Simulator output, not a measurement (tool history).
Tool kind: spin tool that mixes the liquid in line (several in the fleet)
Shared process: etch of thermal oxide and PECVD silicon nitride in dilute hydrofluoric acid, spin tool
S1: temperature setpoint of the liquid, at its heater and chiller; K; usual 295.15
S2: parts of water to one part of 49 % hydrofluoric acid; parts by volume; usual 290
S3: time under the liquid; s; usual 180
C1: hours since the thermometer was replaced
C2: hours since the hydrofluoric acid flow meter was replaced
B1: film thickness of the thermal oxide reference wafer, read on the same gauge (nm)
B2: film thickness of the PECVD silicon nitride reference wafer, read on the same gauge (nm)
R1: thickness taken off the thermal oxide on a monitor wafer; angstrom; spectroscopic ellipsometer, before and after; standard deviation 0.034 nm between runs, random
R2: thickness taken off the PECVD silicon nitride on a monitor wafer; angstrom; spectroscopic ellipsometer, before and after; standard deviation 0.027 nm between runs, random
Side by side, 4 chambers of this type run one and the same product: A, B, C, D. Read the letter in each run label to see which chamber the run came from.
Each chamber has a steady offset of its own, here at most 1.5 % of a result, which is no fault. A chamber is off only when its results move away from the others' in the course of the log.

run 1B hour=6.5 | S1=295.15 S2=290 S3=180 | C1=744.3 C2=697.6 | B1=150.01 B2=140.02 | R1=22.749 R2=19.0160
run 2C hour=10.7 | S1=295.15 S2=290 S3=180 | C1=774.9 C2=1039.0 | B1=149.99 B2=140.00 | R1=22.349 R2=19.3670
run 3A hour=16.4 | S1=295.15 S2=290 S3=180 | C1=283.6 C2=463.5 | B1=149.98 B2=139.98 | R1=22.189 R2=19.4990
run 4D hour=22.4 | S1=295.15 S2=290 S3=180 | C1=843.6 C2=1454.6 | B1=150.02 B2=140.00 | R1=22.373 R2=19.4710
run 5B hour=28.7 | S1=295.15 S2=290 S3=180 | C1=766.5 C2=719.8 | B1=150.00 B2=139.98 | R1=22.413 R2=19.1990
run 6A hour=33.0 | S1=295.15 S2=290 S3=180 | C1=300.2 C2=480.1 | B1=150.03 B2=140.04 | R1=22.001 R2=19.5860
run 7C hour=37.0 | S1=295.15 S2=290 S3=180 | C1=801.2 C2=1065.3 | B1=150.00 B2=140.04 | R1=22.888 R2=19.0350
run 8D hour=42.4 | S1=290.15 S2=420 S3=180 | C1=863.6 C2=1474.6 | B1=149.99 B2=140.00 | R1=11.774 R2=9.9099
run 9C hour=49.0 | S1=290.15 S2=420 S3=180 | C1=813.2 C2=1077.3 | B1=150.00 B2=139.98 | R1=11.532 R2=9.7035
run 10A hour=54.5 | S1=290.15 S2=420 S3=180 | C1=321.7 C2=501.6 | B1=150.00 B2=140.03 | R1=11.495 R2=9.8694
run 11B hour=59.4 | S1=290.15 S2=420 S3=180 | C1=797.2 C2=750.5 | B1=150.00 B2=140.00 | R1=11.540 R2=9.8357
run 12D hour=63.6 | S1=295.15 S2=290 S3=180 | C1=884.8 C2=1495.8 | B1=150.01 B2=139.98 | R1=21.731 R2=19.0300
run 13D hour=69.1 | S1=295.15 S2=290 S3=180 | C1=890.3 C2=1501.3 | B1=150.01 B2=140.01 | R1=21.680 R2=18.8950
run 14C hour=74.3 | S1=295.15 S2=290 S3=180 | C1=838.5 C2=1102.6 | B1=150.00 B2=139.99 | R1=22.267 R2=19.0240
run 15A hour=79.9 | S1=295.15 S2=290 S3=180 | C1=347.1 C2=527.0 | B1=150.01 B2=140.00 | R1=21.827 R2=19.5400
run 16B hour=86.8 | S1=295.15 S2=290 S3=180 | C1=824.6 C2=777.9 | B1=150.00 B2=140.03 | R1=22.378 R2=19.0030
run 17B hour=90.5 | S1=295.15 S2=290 S3=180 | C1=828.3 C2=781.6 | B1=149.98 B2=139.98 | R1=22.165 R2=18.7890
run 18A hour=95.0 | S1=295.15 S2=290 S3=180 | C1=362.2 C2=542.1 | B1=150.01 B2=139.99 | R1=21.723 R2=18.9800
run 19C hour=99.0 | S1=295.15 S2=290 S3=180 | C1=863.2 C2=1127.3 | B1=150.01 B2=139.96 | R1=22.551 R2=19.4520
run 20D hour=104.9 | S1=295.15 S2=290 S3=180 | C1=926.1 C2=1537.1 | B1=150.02 B2=140.01 | R1=20.905 R2=18.2560
run 21C hour=110.2 | S1=295.15 S2=290 S3=180 | C1=874.4 C2=1138.5 | B1=150.00 B2=140.01 | R1=22.208 R2=18.6650
run 22A hour=116.0 | S1=295.15 S2=290 S3=180 | C1=383.2 C2=563.1 | B1=149.99 B2=140.00 | R1=21.377 R2=19.2500
run 23B hour=121.3 | S1=295.15 S2=290 S3=180 | C1=859.1 C2=812.4 | B1=150.00 B2=140.02 | R1=22.050 R2=19.3740
run 24D hour=125.7 | S1=295.15 S2=290 S3=180 | C1=946.9 C2=1557.9 | B1=150.00 B2=140.01 | R1=20.541 R2=18.5650
run 25C hour=130.7 | S1=295.15 S2=290 S3=180 | C1=894.9 C2=1159.0 | B1=150.00 B2=140.00 | R1=22.409 R2=18.7110
run 26B hour=137.1 | S1=295.15 S2=290 S3=180 | C1=874.9 C2=828.2 | B1=149.98 B2=140.01 | R1=22.038 R2=19.0150
run 27D hour=143.8 | S1=295.15 S2=290 S3=180 | C1=965.0 C2=1576.0 | B1=149.98 B2=140.01 | R1=20.250 R2=17.7160
run 28A hour=148.6 | S1=295.15 S2=290 S3=180 | C1=415.8 C2=595.7 | B1=150.01 B2=139.99 | R1=22.231 R2=19.5420
run 29C hour=154.1 | S1=295.15 S2=290 S3=180 | C1=918.3 C2=1182.4 | B1=149.99 B2=140.00 | R1=22.246 R2=18.9210
run 30A hour=159.7 | S1=295.15 S2=290 S3=180 | C1=426.9 C2=606.8 | B1=149.99 B2=139.96 | R1=22.224 R2=19.4080
run 31B hour=164.6 | S1=295.15 S2=290 S3=180 | C1=902.4 C2=855.7 | B1=149.99 B2=140.00 | R1=22.290 R2=19.0060
run 32D hour=170.9 | S1=295.15 S2=290 S3=180 | C1=992.1 C2=1603.1 | B1=150.00 B2=139.99 | R1=19.521 R2=17.5900
run 33C hour=175.9 | S1=295.15 S2=290 S3=180 | C1=940.1 C2=1204.2 | B1=150.04 B2=140.01 | R1=21.754 R2=18.6450
run 34D hour=182.5 | S1=295.15 S2=290 S3=180 | C1=1003.7 C2=1614.7 | B1=149.98 B2=139.99 | R1=19.844 R2=17.4350
run 35B hour=187.3 | S1=295.15 S2=290 S3=180 | C1=925.1 C2=878.4 | B1=149.98 B2=140.03 | R1=22.715 R2=19.2940
run 36A hour=190.7 | S1=295.15 S2=290 S3=180 | C1=457.9 C2=637.8 | B1=150.00 B2=139.98 | R1=22.098 R2=19.2440

Does one chamber stand apart from the rest, does the shared gauge drift, or is all well apart from small per-chamber offsets? Give the chamber and the most likely cause, where there is one.

One chamber, D, drifts off from the rest bit by bit.
Most likely cause: hydrofluoric acid flow below the setpoint (%) = 10.5.

Chamber D could run next with any of the 4 candidate recipes listed below; each alters the usual settings, and their results appear as question marks. Which one brings its results back in line with what the other chambers deliver on the usual settings?
Counts as in line when no further than this from what the other chambers average on the usual settings: R1 1.200 angstrom; R2 0.9500 angstrom
run 37D-1 hour=195.7 | S1=295.15 S2=295 S3=180 | R1=? R2=?
run 37D-2 hour=195.7 | S1=294.65 S2=265 S3=185 | R1=? R2=?
run 37D-3 hour=195.7 | S1=295.65 S2=315 S3=170 | R1=? R2=?
run 37D-4 hour=195.7 | S1=295.15 S2=285 S3=180 | R1=? R2=?

Usual-settings mean across the other chambers: R1 22.184 angstrom; R2 19.0940 angstrom
run=37D-1 R1=18.955 R2=16.9360
run=37D-2 R1=21.933 R2=18.7190
run=37D-3 R1=16.733 R2=15.4720
run=37D-4 R1=19.809 R2=17.5090
The right change is 37D-2: it brings the chamber back within the allowed miss of the others.

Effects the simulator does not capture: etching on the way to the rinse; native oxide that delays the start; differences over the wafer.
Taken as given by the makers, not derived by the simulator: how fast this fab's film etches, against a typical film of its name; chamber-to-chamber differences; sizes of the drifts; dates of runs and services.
